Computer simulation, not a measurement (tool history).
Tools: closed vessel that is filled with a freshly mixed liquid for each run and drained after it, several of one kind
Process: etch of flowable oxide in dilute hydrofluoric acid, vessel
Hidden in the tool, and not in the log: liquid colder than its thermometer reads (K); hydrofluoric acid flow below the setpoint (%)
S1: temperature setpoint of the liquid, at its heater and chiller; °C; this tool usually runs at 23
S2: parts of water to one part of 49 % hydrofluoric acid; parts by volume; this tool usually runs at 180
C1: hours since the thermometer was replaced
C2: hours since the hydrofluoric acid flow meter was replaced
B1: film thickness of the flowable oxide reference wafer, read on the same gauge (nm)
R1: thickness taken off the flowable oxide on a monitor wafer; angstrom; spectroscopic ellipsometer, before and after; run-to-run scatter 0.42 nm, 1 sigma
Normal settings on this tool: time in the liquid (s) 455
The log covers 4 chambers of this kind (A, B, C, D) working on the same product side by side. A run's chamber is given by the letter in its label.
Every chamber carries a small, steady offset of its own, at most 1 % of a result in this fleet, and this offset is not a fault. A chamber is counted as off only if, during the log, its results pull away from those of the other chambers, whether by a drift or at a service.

-- day=0.288 chamber D: thermometer replaced
run 1D day=0.45 | S1=23 S2=180 time_in_the_liquid_(s)=455 | C1=4 C2=1354.8 | B1=70.009 | R1=564.87
-- day=0.867 chamber C: hydrofluoric acid flow meter replaced
run 2C day=1 | S1=23 S2=180 time_in_the_liquid_(s)=455 | C1=1064.5 C2=3.2 | B1=69.994 | R1=576.77
run 3A day=1.371 | S1=23 S2=180 time_in_the_liquid_(s)=455 | C1=1438 C2=126.2 | B1=69.981 | R1=571.92
run 4B day=1.667 | S1=23 S2=180 time_in_the_liquid_(s)=455 | C1=708.6 C2=300 | B1=70.013 | R1=564.34
run 5D day=2.004 | S1=23 S2=180 time_in_the_liquid_(s)=455 | C1=41.3 C2=1392.1 | B1=70.006 | R1=562.71
run 6B day=2.429 | S1=23 S2=180 time_in_the_liquid_(s)=455 | C1=726.9 C2=318.3 | B1=70.002 | R1=572.19
run 7A day=2.854 | S1=23 S2=180 time_in_the_liquid_(s)=455 | C1=1473.6 C2=161.8 | B1=70.009 | R1=566.99
run 8C day=3.258 | S1=23 S2=180 time_in_the_liquid_(s)=455 | C1=1118.7 C2=57.4 | B1=70.014 | R1=577.6
run 9A day=3.796 | S1=23 S2=180 time_in_the_liquid_(s)=455 | C1=1496.2 C2=184.4 | B1=69.995 | R1=573.55
run 10D day=4.208 | S1=23 S2=180 time_in_the_liquid_(s)=455 | C1=94.2 C2=1445 | B1=70.011 | R1=565.6
run 11B day=4.654 | S1=23 S2=180 time_in_the_liquid_(s)=455 | C1=780.3 C2=371.7 | B1=69.997 | R1=567.49
run 12C day=5.088 | S1=23 S2=180 time_in_the_liquid_(s)=455 | C1=1162.6 C2=101.3 | B1=69.999 | R1=574.93
run 13A day=5.454 | S1=23 S2=180 time_in_the_liquid_(s)=455 | C1=1536 C2=224.2 | B1=70.003 | R1=572.36
run 14B day=5.992 | S1=23 S2=180 time_in_the_liquid_(s)=455 | C1=812.4 C2=403.8 | B1=69.999 | R1=557.84
run 15C day=6.471 | S1=23 S2=180 time_in_the_liquid_(s)=455 | C1=1195.8 C2=134.5 | B1=69.976 | R1=572.74
run 16D day=6.967 | S1=18.5 S2=180 time_in_the_liquid_(s)=675 | C1=160.4 C2=1511.2 | B1=69.997 | R1=718.74
run 17D day=7.388 | S1=18.5 S2=180 time_in_the_liquid_(s)=675 | C1=170.5 C2=1521.3 | B1=69.976 | R1=709.39
run 18A day=7.692 | S1=18.5 S2=180 time_in_the_liquid_(s)=675 | C1=1589.7 C2=277.9 | B1=70.008 | R1=718.07
run 19B day=7.95 | S1=18.5 S2=180 time_in_the_liquid_(s)=675 | C1=859.4 C2=450.8 | B1=69.991 | R1=692.04
run 20C day=8.346 | S1=23 S2=180 time_in_the_liquid_(s)=455 | C1=1240.8 C2=179.5 | B1=69.993 | R1=567.16
run 21C day=8.733 | S1=23 S2=180 time_in_the_liquid_(s)=455 | C1=1250.1 C2=188.8 | B1=69.996 | R1=569.7
run 22B day=9.275 | S1=23 S2=180 time_in_the_liquid_(s)=455 | C1=891.2 C2=482.6 | B1=69.985 | R1=553.02
run 23D day=9.838 | S1=19.5 S2=180 time_in_the_liquid_(s)=455 | C1=229.3 C2=1580.1 | B1=70.011 | R1=489.28
-- day=9.983 chamber A: thermometer replaced
run 24A day=10.346 | S1=19.5 S2=180 time_in_the_liquid_(s)=455 | C1=8.7 C2=341.6 | B1=69.961 | R1=502.87
run 25D day=10.625 | S1=19.5 S2=180 time_in_the_liquid_(s)=455 | C1=248.2 C2=1599 | B1=70.013 | R1=492.07
run 26B day=11.158 | S1=19.5 S2=180 time_in_the_liquid_(s)=455 | C1=936.4 C2=527.8 | B1=69.981 | R1=472.09
run 27A day=11.712 | S1=23 S2=180 time_in_the_liquid_(s)=455 | C1=41.5 C2=374.4 | B1=69.99 | R1=568.18
run 28C day=11.979 | S1=23 S2=180 time_in_the_liquid_(s)=455 | C1=1328 C2=266.7 | B1=70.008 | R1=568.27
run 29B day=12.412 | S1=23 S2=180 time_in_the_liquid_(s)=455 | C1=966.5 C2=557.9 | B1=69.977 | R1=538.36

The same settings go to every chamber for the next run, one line per chamber below. Forecast the results for each:
run 30A day=12.825 | S1=23 S2=180 time_in_the_liquid_(s)=455 | R1=?
run 30B day=12.825 | S1=23 S2=180 time_in_the_liquid_(s)=455 | R1=?
run 30C day=12.825 | S1=23 S2=180 time_in_the_liquid_(s)=455 | R1=?
run 30D day=12.825 | S1=23 S2=180 time_in_the_liquid_(s)=455 | R1=?

run=30A R1=566.09
run=30B R1=543.51
run=30C R1=567.45
run=30D R1=563.77

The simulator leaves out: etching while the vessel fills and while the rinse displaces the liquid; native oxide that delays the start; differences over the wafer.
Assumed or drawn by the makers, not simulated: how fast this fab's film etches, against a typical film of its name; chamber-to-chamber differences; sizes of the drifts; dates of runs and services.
